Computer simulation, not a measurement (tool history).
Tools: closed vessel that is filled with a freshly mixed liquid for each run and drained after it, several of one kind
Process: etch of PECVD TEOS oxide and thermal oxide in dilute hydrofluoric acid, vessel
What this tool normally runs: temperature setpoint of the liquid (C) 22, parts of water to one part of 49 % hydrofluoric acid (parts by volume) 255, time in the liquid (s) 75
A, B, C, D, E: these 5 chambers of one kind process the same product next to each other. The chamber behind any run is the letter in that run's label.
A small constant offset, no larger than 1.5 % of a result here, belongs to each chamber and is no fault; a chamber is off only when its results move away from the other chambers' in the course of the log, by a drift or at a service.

run,hour,temperature setpoint of the liquid (C),parts of water to one part of 49 % hydrofluoric acid (parts by volume),time in the liquid (s),hours since the thermometer was replaced,hours since the hydrofluoric acid flow meter was replaced,"read-back film thickness of the PECVD TEOS oxide reference wafer, read on the same gauge (nm)","read-back film thickness of the thermal oxide reference wafer, read on the same gauge (nm)",thickness taken off the PECVD TEOS oxide on a monitor wafer (Å),thickness taken off the thermal oxide on a monitor wafer (Å)
1E,6.5,22,255,75,2240.4,396.6,129.99,29.971,43.342,10.991
2A,15.3,22,255,75,163.6,1764.2,130.02,29.997,42.783,11.174
3C,23.8,22,255,75,1162.1,328.4,129.96,30.017,43.036,11.105
4B,31.2,22,255,75,1296.7,1310.7,130.01,30.031,43.109,11.481
5D,37.6,24,255,50,686.4,132.5,130.03,30.008,31.284,7.6154
6C,42,24,255,50,1180.3,346.6,130,30.017,30.805,8.0509
7A,50.1,24,255,50,198.4,1799,130,29.996,30.808,7.8068
8E,56.6,24,255,50,2290.5,446.7,129.99,30,31.417,7.8742
9D,62.6,24,255,50,711.4,157.5,130.03,30.007,31.126,7.658
10B,66.5,22,255,75,1332,1346,129.99,30.059,42.668,11.095
11E,74.1,22,255,75,2308,464.2,129.99,30.007,43.399,10.739
12C,78.3,22,255,75,1216.6,382.9,129.99,29.983,42.783,10.895
13A,84.6,22,255,75,232.9,1833.5,130.03,30.01,43.114,11.29
14B,93.4,22,255,75,1358.9,1372.9,129.98,29.964,42.942,10.896
15D,98,22,255,75,746.8,192.9,130,29.98,43.515,11.223
16D,101.9,22,255,75,750.7,196.8,130.01,29.993,43.294,11.233
17E,106.9,22,255,75,2340.8,497,130,30.038,43.077,11.211
18A,111.6,23.5,150,75,259.9,1860.5,130,30.039,86.145,22.841
# hour 114.7: chamber E: thermometer replaced
19B,118.9,23.5,150,75,1384.4,1398.4,129.98,29.978,85.974,22.467
20C,125.2,23.5,150,75,1263.5,429.8,129.98,30.031,86.449,22.673
# hour 131.4: chamber B: hydrofluoric acid flow meter replaced
21C,133.7,23.5,150,75,1272,438.3,130.01,30.023,85.914,22.552
22E,139.7,23.5,150,75,25,529.8,130,29.985,87.752,22.693
23D,146.5,22,255,75,795.3,241.4,130.01,29.977,43.274,10.771
24A,150.9,22,255,75,299.2,1899.8,130.01,29.988,42.862,10.854
25B,158.6,22,255,75,1424.1,27.2,130,29.975,42.712,11.101
26E,164.6,22,255,75,49.9,554.7,130.02,29.986,43.655,10.9
27C,169.9,22,255,75,1308.2,474.5,130.02,29.99,42.9,11.399
# hour 173.1: chamber C: thermometer replaced
28A,175.8,22,255,75,324.1,1924.7,130,30.036,42.993,10.857
29D,180,22,255,75,828.8,274.9,130.01,30.027,43.246,10.928
30B,187.7,22,255,75,1453.2,56.3,130,30.002,43.278,11.393
31B,192,22,255,75,1457.5,60.6,130.01,29.983,42.837,11.012
32A,199.8,22,255,75,348.1,1948.7,129.98,30.024,43.165,11.335
33D,208.6,22,255,75,857.4,303.5,130.02,30.04,43.967,11.007
34C,214.4,22,255,75,41.3,519,130.01,29.986,43.123,11.025
35E,218.3,22,255,75,103.6,608.4,129.97,30.018,43.352,10.78
36E,225.1,22,255,75,110.4,615.2,130.01,30.016,43.495,11.045
37C,233,22,255,75,59.9,537.6,130.01,29.976,42.89,10.923
38A,239.7,22,255,75,388,1988.6,130.03,29.979,42.949,11.273
39D,243.6,26,255,75,892.4,338.5,130,30.004,50.094,13.157

Does one chamber stand apart from the rest, does the shared gauge drift, or is all well apart from small per-chamber offsets? Give the chamber and the most likely cause, where there is one.

No chamber stands off beyond its own small offset, and the gauge holds steady.

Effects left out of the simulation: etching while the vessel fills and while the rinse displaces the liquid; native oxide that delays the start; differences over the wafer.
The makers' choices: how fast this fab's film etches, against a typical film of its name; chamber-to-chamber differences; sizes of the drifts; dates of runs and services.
